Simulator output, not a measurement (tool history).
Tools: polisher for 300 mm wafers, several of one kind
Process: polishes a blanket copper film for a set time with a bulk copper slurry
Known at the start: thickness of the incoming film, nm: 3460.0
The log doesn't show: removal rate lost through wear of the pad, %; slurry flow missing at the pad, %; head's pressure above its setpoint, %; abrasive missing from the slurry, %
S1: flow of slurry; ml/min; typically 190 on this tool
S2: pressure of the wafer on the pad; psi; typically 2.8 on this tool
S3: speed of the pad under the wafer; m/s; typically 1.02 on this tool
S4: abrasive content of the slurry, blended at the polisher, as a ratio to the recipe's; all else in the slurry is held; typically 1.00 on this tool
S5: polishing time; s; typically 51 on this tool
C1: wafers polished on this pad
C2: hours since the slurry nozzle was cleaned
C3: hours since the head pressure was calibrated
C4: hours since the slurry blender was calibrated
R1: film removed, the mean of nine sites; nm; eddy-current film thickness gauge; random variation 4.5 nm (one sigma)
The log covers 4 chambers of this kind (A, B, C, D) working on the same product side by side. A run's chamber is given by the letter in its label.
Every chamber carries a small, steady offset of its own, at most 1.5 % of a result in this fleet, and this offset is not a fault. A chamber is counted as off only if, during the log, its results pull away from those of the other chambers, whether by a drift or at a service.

run,hour,S1,S2,S3,S4,S5,C1,C2,C3,C4,R1
1C,4.5,190,2.8,1.02,1.00,51,191,192.5,497.5,9.5,539.06
2D,7.9,190,2.8,1.02,1.00,51,912,116.2,67.9,38.0,549.80
3A,12.3,190,2.8,1.02,1.00,51,216,253.9,496.6,186.6,551.64
4B,14.6,190,2.8,1.02,1.00,51,671,773.4,92.1,196.7,542.24
5A,17.7,190,2.8,1.02,1.00,51,302,259.3,502.0,192.0,552.16
6C,21.0,190,2.8,1.02,1.00,51,453,209.0,514.0,26.0,545.94
7D,25.3,190,2.8,1.02,1.00,51,1188,133.6,85.3,55.4,549.49
# hour 26.1: chamber C: worn pad replaced by a new one
8B,28.4,190,2.8,1.02,1.00,51,890,787.2,105.9,210.5,538.24
9D,32.3,190,2.8,1.02,1.00,51,1299,140.6,92.3,62.4,535.79
# hour 35.1: chamber A: worn pad replaced by a new one
# hour 36.6: chamber D: worn pad replaced by a new one
10A,36.8,190,2.8,1.02,1.00,51,28,278.4,521.1,211.1,548.13
11C,41.2,190,2.8,1.02,1.00,51,240,229.2,534.2,46.2,544.08
12B,44.6,190,2.8,1.02,1.00,51,1147,803.4,122.1,226.7,518.63
13D,47.7,190,2.8,1.02,1.00,51,176,156.0,107.7,77.8,540.11
14C,50.8,190,2.8,1.02,1.00,51,393,238.8,543.8,55.8,547.56
15B,55.1,190,2.8,1.02,1.00,51,1313,813.9,132.6,237.2,523.42
16A,58.4,190,2.8,1.02,0.75,40,370,300.0,542.7,232.7,404.54
# hour 60.1: chamber C: worn pad replaced by a new one
17A,62.7,190,2.8,1.02,0.75,40,438,304.3,547.0,237.0,408.95
# hour 64.5: chamber B: slurry nozzle cleaned
18B,67.2,190,2.8,1.02,0.75,40,1505,2.7,144.7,249.3,368.13
# hour 68.7: chamber A: worn pad replaced by a new one
# hour 69.3: chamber D: slurry nozzle cleaned
19C,71.5,190,2.8,1.02,0.75,40,182,259.5,564.5,76.5,401.11
20D,73.9,190,2.8,1.02,1.00,51,592,4.6,133.9,104.0,544.66
21B,76.1,190,2.8,1.02,1.00,51,1646,11.6,153.6,258.2,509.11
22C,80.2,190,3.2,1.02,1.00,51,320,268.2,573.2,85.2,623.54
23A,84.4,190,3.2,1.02,1.00,51,250,326.0,568.7,258.7,627.01
24D,87.6,190,3.2,1.02,1.00,51,809,18.3,147.6,117.7,627.55
# hour 88.1: chamber C: slurry nozzle cleaned
# hour 88.9: chamber C: worn pad replaced by a new one
25A,91.0,190,3.2,1.02,1.00,51,355,332.6,575.3,265.3,621.19
26D,93.5,190,2.8,1.02,1.00,51,903,24.2,153.5,123.6,543.72
27C,96.6,190,2.8,1.02,1.00,51,123,8.5,589.6,101.6,543.81

Predict what each chamber gives when all 4 of them run the settings below next.
28A,100.0,190,2.8,1.02,1.00,51,,,,,?
28B,100.0,190,2.8,1.02,1.00,51,,,,,?
28C,100.0,190,2.8,1.02,1.00,51,,,,,?
28D,100.0,190,2.8,1.02,1.00,51,,,,,?

run,R1
28A,543.42
28B,487.39
28C,539.35
28D,539.74

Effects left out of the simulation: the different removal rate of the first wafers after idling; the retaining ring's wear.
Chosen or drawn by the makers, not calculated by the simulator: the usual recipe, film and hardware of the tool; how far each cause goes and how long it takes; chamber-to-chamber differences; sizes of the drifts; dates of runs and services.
